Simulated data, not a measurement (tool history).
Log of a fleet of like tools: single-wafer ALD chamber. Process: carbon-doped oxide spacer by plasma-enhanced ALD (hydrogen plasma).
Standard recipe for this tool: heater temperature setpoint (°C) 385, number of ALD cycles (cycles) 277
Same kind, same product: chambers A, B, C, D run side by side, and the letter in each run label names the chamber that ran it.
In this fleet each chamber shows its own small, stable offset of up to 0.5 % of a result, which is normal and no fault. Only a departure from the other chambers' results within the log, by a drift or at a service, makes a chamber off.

run,day,heater temperature setpoint (°C),number of ALD cycles (cycles),"read-back reference wafer on the same gauge, thickness_nm",mean film thickness on the monitor wafer (angstrom)
1B,0.4,385,277,12.298,138.15
2A,1.017,385,277,12.294,138.4
3C,1.467,385,277,12.294,138.66
4D,1.767,385,277,12.291,138.47
5A,2.092,385,277,12.294,138.15
6D,2.525,372,302,12.29,151.17
7C,2.821,372,302,12.289,151.04
8B,3.375,372,302,12.287,150.06
9A,3.692,372,302,12.284,150.79
10D,4.225,385,277,12.283,138.54
11C,4.733,375,277,12.278,138.26
12B,5.288,375,277,12.28,137.86
13C,5.688,375,277,12.275,138.29
14D,6.058,375,277,12.275,138.55
# day 6.542: chamber C: thermocouple changed; heater temperature recalibrated
15B,6.604,385,277,12.269,137.42
16A,6.933,399,277,12.274,137.73
17D,7.533,399,277,12.266,138.78
18B,8.029,399,277,12.27,137.87
19C,8.442,399,277,12.261,138.07
20A,8.742,385,302,12.263,149.85
# day 8.988: chamber D: thermocouple changed; heater temperature recalibrated
21C,9.183,385,302,12.262,150.48
22B,9.75,385,302,12.262,149.93
23D,10.1,385,302,12.259,150.75
24A,10.496,385,277,12.253,137.64
25D,11.108,385,277,12.256,138.16
26C,11.733,385,277,12.252,137.75
27A,12.029,385,277,12.254,137.7
28B,12.412,385,277,12.248,137.37
29D,12.692,385,277,12.25,138.14
30A,13.238,385,253,12.245,125.54
31B,13.838,385,253,12.247,125.65

What goes on in this fleet: one chamber off, a drifting gauge, or nothing beyond the chambers' own small offsets? Name the chamber and the cause, if any.

Every chamber seems to shift together because the gauge that measures them all drifts; the chambers themselves are fine.
Most likely cause: gauge reads low (%) = 0.478.

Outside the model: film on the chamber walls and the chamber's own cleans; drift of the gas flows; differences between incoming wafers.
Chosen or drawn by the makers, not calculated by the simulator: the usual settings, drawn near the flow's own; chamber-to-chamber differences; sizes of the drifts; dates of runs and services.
